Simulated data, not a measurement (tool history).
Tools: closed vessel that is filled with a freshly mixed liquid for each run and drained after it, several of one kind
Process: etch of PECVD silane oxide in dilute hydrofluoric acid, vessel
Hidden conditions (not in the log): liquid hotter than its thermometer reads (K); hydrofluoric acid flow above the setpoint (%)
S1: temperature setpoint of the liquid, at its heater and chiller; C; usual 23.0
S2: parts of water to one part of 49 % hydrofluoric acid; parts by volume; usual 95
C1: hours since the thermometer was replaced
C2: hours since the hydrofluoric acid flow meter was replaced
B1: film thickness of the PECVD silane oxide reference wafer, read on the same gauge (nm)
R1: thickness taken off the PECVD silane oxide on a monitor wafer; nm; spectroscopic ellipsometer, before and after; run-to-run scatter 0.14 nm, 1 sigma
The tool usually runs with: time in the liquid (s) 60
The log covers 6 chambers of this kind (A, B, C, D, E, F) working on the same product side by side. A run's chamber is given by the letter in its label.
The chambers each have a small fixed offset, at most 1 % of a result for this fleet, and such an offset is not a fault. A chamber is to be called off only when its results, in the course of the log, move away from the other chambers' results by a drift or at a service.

run 1B hour=6.9 | S1=23.0 S2=95 time_in_the_liquid_(s)=60 | C1=585.2 C2=1180.7 | B1=130.01 | R1=20.310
run 2E hour=10.3 | S1=23.0 S2=95 time_in_the_liquid_(s)=60 | C1=441.3 C2=1225.9 | B1=130.02 | R1=20.018
run 3D hour=14.6 | S1=23.0 S2=95 time_in_the_liquid_(s)=60 | C1=1519.1 C2=269.3 | B1=129.99 | R1=20.555
run 4F hour=19.0 | S1=23.0 S2=95 time_in_the_liquid_(s)=60 | C1=26.4 C2=142.9 | B1=130.00 | R1=19.826
run 5A hour=24.2 | S1=23.0 S2=95 time_in_the_liquid_(s)=60 | C1=1106.0 C2=123.0 | B1=130.01 | R1=20.267
run 6C hour=27.2 | S1=23.0 S2=115 time_in_the_liquid_(s)=45 | C1=2831.0 C2=240.2 | B1=130.00 | R1=12.498
run 7D hour=30.5 | S1=23.0 S2=115 time_in_the_liquid_(s)=45 | C1=1535.0 C2=285.2 | B1=130.01 | R1=12.075
run 8C hour=35.5 | S1=23.0 S2=115 time_in_the_liquid_(s)=45 | C1=2839.3 C2=248.5 | B1=130.02 | R1=12.329
run 9A hour=40.9 | S1=23.0 S2=115 time_in_the_liquid_(s)=45 | C1=1122.7 C2=139.7 | B1=130.03 | R1=12.309
run 10F hour=43.9 | S1=23.0 S2=115 time_in_the_liquid_(s)=45 | C1=51.3 C2=167.8 | B1=130.00 | R1=12.105
run 11B hour=50.0 | S1=23.0 S2=115 time_in_the_liquid_(s)=45 | C1=628.3 C2=1223.8 | B1=129.98 | R1=12.392
run 12E hour=56.3 | S1=23.0 S2=95 time_in_the_liquid_(s)=60 | C1=487.3 C2=1271.9 | B1=129.97 | R1=20.078
run 13B hour=60.9 | S1=20.5 S2=120 time_in_the_liquid_(s)=60 | C1=639.2 C2=1234.7 | B1=129.97 | R1=14.033
run 14E hour=64.4 | S1=20.5 S2=120 time_in_the_liquid_(s)=60 | C1=495.4 C2=1280.0 | B1=129.97 | R1=14.070
run 15D hour=68.8 | S1=20.5 S2=120 time_in_the_liquid_(s)=60 | C1=1573.3 C2=323.5 | B1=130.03 | R1=14.022
run 16A hour=73.9 | S1=20.5 S2=120 time_in_the_liquid_(s)=60 | C1=1155.7 C2=172.7 | B1=129.99 | R1=13.941
run 17F hour=78.3 | S1=20.5 S2=120 time_in_the_liquid_(s)=60 | C1=85.7 C2=202.2 | B1=130.03 | R1=14.034
run 18C hour=81.8 | S1=20.5 S2=120 time_in_the_liquid_(s)=60 | C1=2885.6 C2=294.8 | B1=130.02 | R1=14.292
run 19F hour=87.4 | S1=20.5 S2=95 time_in_the_liquid_(s)=60 | C1=94.8 C2=211.3 | B1=129.94 | R1=18.557
run 20B hour=90.6 | S1=20.5 S2=95 time_in_the_liquid_(s)=60 | C1=668.9 C2=1264.4 | B1=130.00 | R1=18.504
run 21C hour=95.1 | S1=20.5 S2=95 time_in_the_liquid_(s)=60 | C1=2898.9 C2=308.1 | B1=129.99 | R1=18.642
run 22D hour=100.7 | S1=20.5 S2=95 time_in_the_liquid_(s)=60 | C1=1605.2 C2=355.4 | B1=130.02 | R1=18.394
run 23A hour=105.8 | S1=20.5 S2=95 time_in_the_liquid_(s)=60 | C1=1187.6 C2=204.6 | B1=129.98 | R1=18.487
run 24E hour=110.5 | S1=20.5 S2=95 time_in_the_liquid_(s)=60 | C1=541.5 C2=1326.1 | B1=129.98 | R1=18.351
run 25A hour=114.9 | S1=23.0 S2=95 time_in_the_liquid_(s)=35 | C1=1196.7 C2=213.7 | B1=130.01 | R1=11.905
run 26D hour=121.7 | S1=23.0 S2=95 time_in_the_liquid_(s)=35 | C1=1626.2 C2=376.4 | B1=130.00 | R1=11.648
run 27C hour=126.6 | S1=23.0 S2=95 time_in_the_liquid_(s)=35 | C1=2930.4 C2=339.6 | B1=130.01 | R1=11.848
run 28E hour=133.2 | S1=23.0 S2=95 time_in_the_liquid_(s)=35 | C1=564.2 C2=1348.8 | B1=130.01 | R1=11.802
run 29B hour=139.8 | S1=23.0 S2=95 time_in_the_liquid_(s)=35 | C1=718.1 C2=1313.6 | B1=130.01 | R1=11.821
run 30F hour=145.2 | S1=23.0 S2=95 time_in_the_liquid_(s)=35 | C1=152.6 C2=269.1 | B1=129.98 | R1=12.409
run 31F hour=151.4 | S1=23.0 S2=95 time_in_the_liquid_(s)=60 | C1=158.8 C2=275.3 | B1=130.00 | R1=21.505
run 32D hour=158.1 | S1=23.0 S2=95 time_in_the_liquid_(s)=60 | C1=1662.6 C2=412.8 | B1=129.98 | R1=20.290
run 33B hour=161.7 | S1=27.5 S2=95 time_in_the_liquid_(s)=60 | C1=740.0 C2=1335.5 | B1=130.02 | R1=24.500
run 34E hour=166.3 | S1=27.5 S2=95 time_in_the_liquid_(s)=60 | C1=597.3 C2=1381.9 | B1=130.01 | R1=24.214
run 35C hour=173.2 | S1=27.5 S2=95 time_in_the_liquid_(s)=60 | C1=2977.0 C2=386.2 | B1=129.98 | R1=24.384
run 36A hour=177.0 | S1=27.5 S2=95 time_in_the_liquid_(s)=60 | C1=1258.8 C2=275.8 | B1=130.02 | R1=24.060
-- hour=179.7 chamber C: thermometer replaced
run 37E hour=181.6 | S1=27.5 S2=95 time_in_the_liquid_(s)=60 | C1=612.6 C2=1397.2 | B1=130.00 | R1=23.992
run 38D hour=184.8 | S1=27.5 S2=95 time_in_the_liquid_(s)=60 | C1=1689.3 C2=439.5 | B1=130.02 | R1=24.112
run 39A hour=189.1 | S1=23.0 S2=95 time_in_the_liquid_(s)=60 | C1=1270.9 C2=287.9 | B1=129.99 | R1=19.910
run 40F hour=192.6 | S1=23.0 S2=95 time_in_the_liquid_(s)=60 | C1=200.0 C2=316.5 | B1=129.99 | R1=21.914
run 41C hour=199.2 | S1=23.0 S2=95 time_in_the_liquid_(s)=60 | C1=19.5 C2=412.2 | B1=130.01 | R1=20.648

Each of the 6 chambers runs these same settings next. Fill in every chamber's results:
run 42A hour=204.1 | S1=23.0 S2=95 time_in_the_liquid_(s)=60 | R1=?
run 42B hour=204.1 | S1=23.0 S2=95 time_in_the_liquid_(s)=60 | R1=?
run 42C hour=204.1 | S1=23.0 S2=95 time_in_the_liquid_(s)=60 | R1=?
run 42D hour=204.1 | S1=23.0 S2=95 time_in_the_liquid_(s)=60 | R1=?
run 42E hour=204.1 | S1=23.0 S2=95 time_in_the_liquid_(s)=60 | R1=?
run 42F hour=204.1 | S1=23.0 S2=95 time_in_the_liquid_(s)=60 | R1=?

run=42A R1=19.986
run=42B R1=20.312
run=42C R1=20.418
run=42D R1=20.092
run=42E R1=20.144
run=42F R1=22.481

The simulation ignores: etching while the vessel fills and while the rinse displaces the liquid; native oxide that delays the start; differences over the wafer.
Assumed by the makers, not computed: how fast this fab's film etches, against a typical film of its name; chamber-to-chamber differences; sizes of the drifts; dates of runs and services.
